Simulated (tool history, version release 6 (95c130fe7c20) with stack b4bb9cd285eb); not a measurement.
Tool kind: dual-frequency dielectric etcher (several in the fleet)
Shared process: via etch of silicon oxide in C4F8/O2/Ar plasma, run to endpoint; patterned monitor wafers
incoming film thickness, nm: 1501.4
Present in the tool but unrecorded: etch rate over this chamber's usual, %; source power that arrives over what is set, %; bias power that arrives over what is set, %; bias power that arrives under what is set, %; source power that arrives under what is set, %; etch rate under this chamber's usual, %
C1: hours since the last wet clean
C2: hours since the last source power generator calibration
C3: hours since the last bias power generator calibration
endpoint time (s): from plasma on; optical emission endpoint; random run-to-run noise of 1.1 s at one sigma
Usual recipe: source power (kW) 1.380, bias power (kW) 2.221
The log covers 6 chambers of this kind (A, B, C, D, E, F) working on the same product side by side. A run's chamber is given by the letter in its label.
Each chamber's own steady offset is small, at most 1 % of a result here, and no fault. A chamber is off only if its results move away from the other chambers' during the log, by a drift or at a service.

Run 1D, hour 5.8: usual settings; C1 111.2; C2 2124.8; C3 3765.5. Result: endpoint time (s) 333.36.
Run 2A, hour 11.8: usual settings; C1 292.1; C2 2748.9; C3 1022.5. Result: endpoint time (s) 334.55.
Run 3C, hour 16.2: usual settings; C1 422.9; C2 2367.9; C3 3161.7. Result: endpoint time (s) 331.81.
Run 4F, hour 21.1: usual settings; C1 97.8; C2 655.4; C3 2974.0. Result: endpoint time (s) 329.98.
Run 5E, hour 26.4: usual settings; C1 53.4; C2 3818.2; C3 2448.9. Result: endpoint time (s) 333.88.
At hour 30.6: chamber F: bias power generator calibrated.
Run 6B, hour 31.6: usual settings; C1 157.5; C2 2712.5; C3 1506.0. Result: endpoint time (s) 334.22.
Run 7B, hour 37.2: usual settings but source power (kW) 1.230, bias power (kW) 2.482; C1 163.1; C2 2718.1; C3 1511.6. Result: endpoint time (s) 336.72.
Run 8F, hour 42.9: usual settings but source power (kW) 1.230, bias power (kW) 2.482; C1 119.6; C2 677.2; C3 12.3. Result: endpoint time (s) 337.33.
Run 9C, hour 50.1: usual settings but source power (kW) 1.230, bias power (kW) 2.482; C1 456.8; C2 2401.8; C3 3195.6. Result: endpoint time (s) 335.31.
Run 10E, hour 54.0: usual settings but source power (kW) 1.230, bias power (kW) 2.482; C1 81.0; C2 3845.8; C3 2476.5. Result: endpoint time (s) 335.14.
Run 11A, hour 59.5: usual settings but source power (kW) 1.230, bias power (kW) 2.482; C1 339.8; C2 2796.6; C3 1070.2. Result: endpoint time (s) 337.73.
Run 12D, hour 63.2: usual settings but source power (kW) 1.230, bias power (kW) 2.482; C1 168.6; C2 2182.2; C3 3822.9. Result: endpoint time (s) 338.01.
Run 13C, hour 69.9: usual settings; C1 476.6; C2 2421.6; C3 3215.4. Result: endpoint time (s) 332.80.
Run 14F, hour 76.1: usual settings but source power (kW) 1.120, bias power (kW) 2.761; C1 152.8; C2 710.4; C3 45.5. Result: endpoint time (s) 340.53.
Run 15A, hour 84.3: usual settings but source power (kW) 1.120, bias power (kW) 2.761; C1 364.6; C2 2821.4; C3 1095.0. Result: endpoint time (s) 337.62.
Run 16D, hour 89.2: usual settings but source power (kW) 1.120, bias power (kW) 2.761; C1 194.6; C2 2208.2; C3 3848.9. Result: endpoint time (s) 338.48.
Run 17B, hour 93.0: usual settings but source power (kW) 1.120, bias power (kW) 2.761; C1 218.9; C2 2773.9; C3 1567.4. Result: endpoint time (s) 339.45.
Run 18E, hour 99.8: usual settings but source power (kW) 1.120, bias power (kW) 2.761; C1 126.8; C2 3891.6; C3 2522.3. Result: endpoint time (s) 339.93.
Run 19B, hour 106.9: usual settings but source power (kW) 1.120, bias power (kW) 2.761; C1 232.8; C2 2787.8; C3 1581.3. Result: endpoint time (s) 336.74.
At hour 112.0: chamber A: wet clean of the chamber.
Run 20C, hour 113.0: usual settings; C1 519.7; C2 2464.7; C3 3258.5. Result: endpoint time (s) 332.27.
Run 21D, hour 120.3: usual settings; C1 225.7; C2 2239.3; C3 3880.0. Result: endpoint time (s) 334.51.
Run 22F, hour 127.6: usual settings but bias power (kW) 2.615; C1 204.3; C2 761.9; C3 97.0. Result: endpoint time (s) 322.09.
Run 23E, hour 134.1: usual settings but bias power (kW) 2.615; C1 161.1; C2 3925.9; C3 2556.6. Result: endpoint time (s) 318.32.
Run 24A, hour 142.0: usual settings but bias power (kW) 2.615; C1 30.0; C2 2879.1; C3 1152.7. Result: endpoint time (s) 319.70.
Run 25B, hour 148.3: usual settings but bias power (kW) 2.615; C1 274.2; C2 2829.2; C3 1622.7. Result: endpoint time (s) 316.64.
Run 26E, hour 152.0: usual settings but bias power (kW) 2.615; C1 179.0; C2 3943.8; C3 2574.5. Result: endpoint time (s) 317.29.
Run 27F, hour 159.1: usual settings but bias power (kW) 2.615; C1 235.8; C2 793.4; C3 128.5. Result: endpoint time (s) 324.21.
Run 28D, hour 165.3: usual settings but bias power (kW) 1.892; C1 270.7; C2 2284.3; C3 3925.0. Result: endpoint time (s) 349.35.
Run 29C, hour 169.4: usual settings but bias power (kW) 1.892; C1 576.1; C2 2521.1; C3 3314.9. Result: endpoint time (s) 349.64.
At hour 170.9: chamber C: wet clean of the chamber.
Run 30A, hour 175.2: usual settings but bias power (kW) 1.892; C1 63.2; C2 2912.3; C3 1185.9. Result: endpoint time (s) 351.13.
Run 31F, hour 179.0: usual settings but bias power (kW) 1.892; C1 255.7; C2 813.3; C3 148.4. Result: endpoint time (s) 357.42.
Run 32E, hour 184.0: usual settings but bias power (kW) 1.892; C1 211.0; C2 3975.8; C3 2606.5. Result: endpoint time (s) 350.39.
Run 33C, hour 187.6: usual settings but bias power (kW) 1.892; C1 16.7; C2 2539.3; C3 3333.1. Result: endpoint time (s) 347.95.
Run 34B, hour 195.1: usual settings; C1 321.0; C2 2876.0; C3 1669.5. Result: endpoint time (s) 333.99.
Run 35D, hour 200.0: usual settings; C1 305.4; C2 2319.0; C3 3959.7. Result: endpoint time (s) 333.52.
Run 36A, hour 207.4: usual settings; C1 95.4; C2 2944.5; C3 1218.1. Result: endpoint time (s) 334.30.
Run 37B, hour 214.0: usual settings but bias power (kW) 2.746; C1 339.9; C2 2894.9; C3 1688.4. Result: endpoint time (s) 311.45.

All 6 chambers run these settings next. Forecast each chamber's results:
Run 38A, hour 219.9: usual settings but source power (kW) 1.270. Result: endpoint time (s) ?.
Run 38B, hour 219.9: usual settings but source power (kW) 1.270. Result: endpoint time (s) ?.
Run 38C, hour 219.9: usual settings but source power (kW) 1.270. Result: endpoint time (s) ?.
Run 38D, hour 219.9: usual settings but source power (kW) 1.270. Result: endpoint time (s) ?.
Run 38E, hour 219.9: usual settings but source power (kW) 1.270. Result: endpoint time (s) ?.
Run 38F, hour 219.9: usual settings but source power (kW) 1.270. Result: endpoint time (s) ?.

run  endpoint time (s)
38A             344.20
38B             342.31
38C             342.16
38D             345.25
38E             344.84
38F             356.07
